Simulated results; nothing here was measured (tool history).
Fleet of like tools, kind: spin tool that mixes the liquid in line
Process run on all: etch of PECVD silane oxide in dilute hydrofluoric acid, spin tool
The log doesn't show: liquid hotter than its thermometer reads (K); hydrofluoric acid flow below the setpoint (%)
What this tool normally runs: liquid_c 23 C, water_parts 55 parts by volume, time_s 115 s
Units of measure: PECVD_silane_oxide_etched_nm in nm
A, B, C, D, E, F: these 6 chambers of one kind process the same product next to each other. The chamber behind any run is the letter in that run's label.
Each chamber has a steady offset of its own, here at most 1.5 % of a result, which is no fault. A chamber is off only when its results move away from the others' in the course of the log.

run	hour	liquid_c	water_parts	time_s	hours since the thermometer was replaced	hours since the hydrofluoric acid flow meter was replaced	read-back film thickness of the PECVD silane oxide reference wafer, read on the same gauge (nm)	PECVD_silane_oxide_etched_nm
1D	9.6	23	55	115	790.4	225.5	90.008	44.036
2A	21.2	23	55	115	1045.5	26.6	90.019	45.159
# hour 30.6: chamber E: thermometer replaced
3B	33.9	23	55	115	628.5	1640.4	89.989	44.423
4E	40.5	23	55	115	9.9	1018.2	90	44.749
5F	54	23	55	115	1373.9	256.9	90.016	44.639
6C	62.7	23	55	115	1257.1	1284.7	90.02	44.286
7A	75	23	55	115	1099.3	80.4	89.991	44.469
8F	85.1	23	55	115	1405	288	89.987	44.356
9E	96.7	23	55	115	66.1	1074.4	89.962	44.688
10B	105.7	23	55	115	700.3	1712.2	89.993	43.869
11C	118.5	23	55	115	1312.9	1340.5	89.993	44.323
12D	126.4	23	55	115	907.2	342.3	89.992	44.441
13D	139.5	23	55	115	920.3	355.4	90.004	44.283
14E	152.8	23	55	115	122.2	1130.5	90.009	44.263
15A	162.3	23	55	115	1186.6	167.7	89.987	45.122
16C	175.5	23	55	115	1369.9	1397.5	90.027	43.794
17B	181.4	23	55	115	776	1787.9	89.981	44.321
18F	194.1	23	55	115	1514	397	90.025	44.52
19A	202.3	23	55	115	1226.6	207.7	90.005	44.752
20D	213.4	23	55	115	994.2	429.3	89.978	42.925
21E	225.7	23	55	115	195.1	1203.4	89.98	44.398
22C	236.3	23	55	115	1430.7	1458.3	90.007	44.391
23B	245	23	55	115	839.6	1851.5	89.991	44.815
24F	251.1	23	55	115	1571	454	89.968	44.749
25F	261.2	23	55	115	1581.1	464.1	90	43.706
26A	268.1	23	55	115	1292.4	273.5	90.01	45.365
27D	278.1	23	55	115	1058.9	494	90.032	42.674
28C	289.1	23	55	115	1483.5	1511.1	89.995	43.899
29E	297.1	23	55	115	266.5	1274.8	90.027	44.275
30B	309.7	23	55	115	904.3	1916.2	89.971	43.735
31D	322.2	23	55	115	1103	538.1	90.004	41.446
32B	330.5	23	55	115	925.1	1937	90.002	44.712
33C	340.7	23	55	115	1535.1	1562.7	90.001	44.218
34E	352.9	23	55	115	322.3	1330.6	90	44.499
# hour 359.6: chamber A: thermometer replaced
35F	361.1	23	55	115	1681	564	90.01	44.536
36A	373.6	23	55	115	14.1	379	89.972	44.824
37D	385.5	23	55	115	1166.3	601.4	90.028	41.219
38A	392.2	23	35	150	32.7	397.6	89.99	94.987
39E	402.7	23	35	150	372.1	1380.4	89.99	93.921

Which is it: a chamber that has drifted or been left off by a service, a gauge drift common to all chambers, or only each chamber's usual small offset? If a chamber is off, name it and its likeliest cause.

It is chamber D that slowly wanders off from its peers.
What lies behind it: hydrofluoric acid flow below the setpoint (%) = 7.83.
It could be hard to tell apart here from: liquid colder than its thermometer reads (K).

Chamber D could run next with any of the 4 candidate recipes listed below; each alters the usual settings, and their results appear as question marks. Which one brings its results back in line with what the other chambers deliver on the usual settings?
Counts as in line when no further than this from what the other chambers average on the usual settings: PECVD_silane_oxide_etched_nm 1.1 nm
40D-1	412.5	23	55	105				?
40D-2	412.5	23	55	125				?
40D-3	412.5	23	55	110				?
40D-4	412.5	23	55	120				?

Mean of the other chambers on the usual settings: PECVD_silane_oxide_etched_nm 44.525 nm
run	PECVD_silane_oxide_etched_nm
40D-1	37.152
40D-2	44.228
40D-3	38.921
40D-4	42.459
The right change is 40D-2: it brings the chamber back within the allowed miss of the others.
